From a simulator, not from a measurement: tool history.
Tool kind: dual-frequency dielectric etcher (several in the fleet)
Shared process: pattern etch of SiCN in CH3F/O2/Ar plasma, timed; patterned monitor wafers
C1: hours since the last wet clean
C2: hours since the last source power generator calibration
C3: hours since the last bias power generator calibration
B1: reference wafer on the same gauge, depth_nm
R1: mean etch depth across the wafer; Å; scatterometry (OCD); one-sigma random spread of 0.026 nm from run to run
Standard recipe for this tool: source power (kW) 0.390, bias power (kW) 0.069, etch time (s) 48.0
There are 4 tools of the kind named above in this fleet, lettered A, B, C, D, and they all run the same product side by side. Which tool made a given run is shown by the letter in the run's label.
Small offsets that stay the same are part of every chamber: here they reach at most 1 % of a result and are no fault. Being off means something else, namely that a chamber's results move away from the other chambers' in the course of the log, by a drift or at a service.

{"run": "1C", "hour": 5.5, "source power (kW)": 0.39, "bias power (kW)": 0.069, "etch time (s)": 48.0, "C1": 42.9, "C2": 1144.2, "C3": 418.9, "B1": 19.898, "R1": 175.86}
{"run": "2D", "hour": 10.7, "source power (kW)": 0.39, "bias power (kW)": 0.069, "etch time (s)": 48.0, "C1": 425.0, "C2": 696.9, "C3": 1497.3, "B1": 19.893, "R1": 175.79}
{"run": "3A", "hour": 14.9, "source power (kW)": 0.39, "bias power (kW)": 0.069, "etch time (s)": 48.0, "C1": 318.0, "C2": 416.0, "C3": 2529.8, "B1": 19.887, "R1": 174.37}
{"hour": 18.5, "done": "chamber B: wet clean of the chamber"}
{"run": "4B", "hour": 19.9, "source power (kW)": 0.39, "bias power (kW)": 0.069, "etch time (s)": 48.0, "C1": 1.5, "C2": 2005.5, "C3": 3309.1, "B1": 19.877, "R1": 174.76}
{"run": "5C", "hour": 25.4, "source power (kW)": 0.39, "bias power (kW)": 0.069, "etch time (s)": 48.0, "C1": 62.8, "C2": 1164.1, "C3": 438.8, "B1": 19.876, "R1": 175.42}
{"run": "6D", "hour": 28.7, "source power (kW)": 0.39, "bias power (kW)": 0.069, "etch time (s)": 48.0, "C1": 443.0, "C2": 714.9, "C3": 1515.3, "B1": 19.876, "R1": 175.53}
{"run": "7B", "hour": 33.2, "source power (kW)": 0.39, "bias power (kW)": 0.069, "etch time (s)": 48.0, "C1": 14.8, "C2": 2018.8, "C3": 3322.4, "B1": 19.866, "R1": 174.45}
{"run": "8A", "hour": 37.2, "source power (kW)": 0.31, "bias power (kW)": 0.069, "etch time (s)": 48.0, "C1": 340.3, "C2": 438.3, "C3": 2552.1, "B1": 19.867, "R1": 159.46}
{"run": "9C", "hour": 39.7, "source power (kW)": 0.31, "bias power (kW)": 0.069, "etch time (s)": 48.0, "C1": 77.1, "C2": 1178.4, "C3": 453.1, "B1": 19.867, "R1": 161.21}
{"run": "10A", "hour": 43.6, "source power (kW)": 0.31, "bias power (kW)": 0.069, "etch time (s)": 48.0, "C1": 346.7, "C2": 444.7, "C3": 2558.5, "B1": 19.867, "R1": 159.44}
{"run": "11B", "hour": 48.4, "source power (kW)": 0.31, "bias power (kW)": 0.069, "etch time (s)": 48.0, "C1": 30.0, "C2": 2034.0, "C3": 3337.6, "B1": 19.852, "R1": 159.46}
{"run": "12D", "hour": 51.7, "source power (kW)": 0.39, "bias power (kW)": 0.069, "etch time (s)": 48.0, "C1": 466.0, "C2": 737.9, "C3": 1538.3, "B1": 19.854, "R1": 175.59}
{"run": "13A", "hour": 54.8, "source power (kW)": 0.44, "bias power (kW)": 0.069, "etch time (s)": 48.0, "C1": 357.9, "C2": 455.9, "C3": 2569.7, "B1": 19.853, "R1": 182.15}
{"run": "14D", "hour": 59.0, "source power (kW)": 0.44, "bias power (kW)": 0.069, "etch time (s)": 48.0, "C1": 473.3, "C2": 745.2, "C3": 1545.6, "B1": 19.842, "R1": 183.84}
{"run": "15B", "hour": 63.1, "source power (kW)": 0.44, "bias power (kW)": 0.069, "etch time (s)": 48.0, "C1": 44.7, "C2": 2048.7, "C3": 3352.3, "B1": 19.844, "R1": 182.57}
{"run": "16C", "hour": 65.9, "source power (kW)": 0.44, "bias power (kW)": 0.069, "etch time (s)": 48.0, "C1": 103.3, "C2": 1204.6, "C3": 479.3, "B1": 19.846, "R1": 183.25}
{"run": "17D", "hour": 68.5, "source power (kW)": 0.39, "bias power (kW)": 0.069, "etch time (s)": 48.0, "C1": 482.8, "C2": 754.7, "C3": 1555.1, "B1": 19.845, "R1": 175.1}
{"run": "18B", "hour": 74.1, "source power (kW)": 0.39, "bias power (kW)": 0.069, "etch time (s)": 48.0, "C1": 55.7, "C2": 2059.7, "C3": 3363.3, "B1": 19.838, "R1": 174.64}
{"run": "19C", "hour": 77.2, "source power (kW)": 0.39, "bias power (kW)": 0.069, "etch time (s)": 48.0, "C1": 114.6, "C2": 1215.9, "C3": 490.6, "B1": 19.828, "R1": 175.4}
{"run": "20A", "hour": 79.9, "source power (kW)": 0.39, "bias power (kW)": 0.069, "etch time (s)": 48.0, "C1": 383.0, "C2": 481.0, "C3": 2594.8, "B1": 19.821, "R1": 173.89}
{"run": "21D", "hour": 83.0, "source power (kW)": 0.39, "bias power (kW)": 0.069, "etch time (s)": 48.0, "C1": 497.3, "C2": 769.2, "C3": 1569.6, "B1": 19.828, "R1": 175.41}
{"run": "22C", "hour": 87.5, "source power (kW)": 0.39, "bias power (kW)": 0.069, "etch time (s)": 48.0, "C1": 124.9, "C2": 1226.2, "C3": 500.9, "B1": 19.825, "R1": 175.43}
{"run": "23A", "hour": 91.9, "source power (kW)": 0.39, "bias power (kW)": 0.069, "etch time (s)": 48.0, "C1": 395.0, "C2": 493.0, "C3": 2606.8, "B1": 19.815, "R1": 173.87}
{"run": "24B", "hour": 96.2, "source power (kW)": 0.39, "bias power (kW)": 0.069, "etch time (s)": 48.0, "C1": 77.8, "C2": 2081.8, "C3": 3385.4, "B1": 19.814, "R1": 174.17}
{"run": "25B", "hour": 99.3, "source power (kW)": 0.39, "bias power (kW)": 0.069, "etch time (s)": 48.0, "C1": 80.9, "C2": 2084.9, "C3": 3388.5, "B1": 19.808, "R1": 173.83}
{"run": "26C", "hour": 104.6, "source power (kW)": 0.39, "bias power (kW)": 0.069, "etch time (s)": 48.0, "C1": 142.0, "C2": 1243.3, "C3": 518.0, "B1": 19.805, "R1": 175.43}
{"run": "27A", "hour": 110.3, "source power (kW)": 0.39, "bias power (kW)": 0.069, "etch time (s)": 36.5, "C1": 413.4, "C2": 511.4, "C3": 2625.2, "B1": 19.8, "R1": 131.85}
{"run": "28D", "hour": 113.0, "source power (kW)": 0.39, "bias power (kW)": 0.069, "etch time (s)": 36.5, "C1": 527.3, "C2": 799.2, "C3": 1599.6, "B1": 19.795, "R1": 132.89}
{"hour": 113.8, "done": "chamber D: wet clean of the chamber"}
{"run": "29A", "hour": 117.3, "source power (kW)": 0.39, "bias power (kW)": 0.069, "etch time (s)": 36.5, "C1": 420.4, "C2": 518.4, "C3": 2632.2, "B1": 19.793, "R1": 131.95}
{"run": "30B", "hour": 121.0, "source power (kW)": 0.39, "bias power (kW)": 0.069, "etch time (s)": 36.5, "C1": 102.6, "C2": 2106.6, "C3": 3410.2, "B1": 19.788, "R1": 132.17}
{"run": "31C", "hour": 124.2, "source power (kW)": 0.39, "bias power (kW)": 0.069, "etch time (s)": 48.0, "C1": 161.6, "C2": 1262.9, "C3": 537.6, "B1": 19.796, "R1": 174.52}
{"run": "32D", "hour": 127.1, "source power (kW)": 0.39, "bias power (kW)": 0.069, "etch time (s)": 48.0, "C1": 13.4, "C2": 813.3, "C3": 1613.7, "B1": 19.779, "R1": 174.82}
{"run": "33D", "hour": 130.9, "source power (kW)": 0.39, "bias power (kW)": 0.069, "etch time (s)": 48.0, "C1": 17.2, "C2": 817.1, "C3": 1617.5, "B1": 19.785, "R1": 174.68}

The same settings go to every chamber for the next run, one line per chamber below. Forecast the results for each:
{"run": "34A", "hour": 135.0, "source power (kW)": 0.39, "bias power (kW)": 0.069, "etch time (s)": 48.0, "R1": "?"}
{"run": "34B", "hour": 135.0, "source power (kW)": 0.39, "bias power (kW)": 0.069, "etch time (s)": 48.0, "R1": "?"}
{"run": "34C", "hour": 135.0, "source power (kW)": 0.39, "bias power (kW)": 0.069, "etch time (s)": 48.0, "R1": "?"}
{"run": "34D", "hour": 135.0, "source power (kW)": 0.39, "bias power (kW)": 0.069, "etch time (s)": 48.0, "R1": "?"}

run=34A R1=173.33
run=34B R1=173.91
run=34C R1=174.26
run=34D R1=175.23
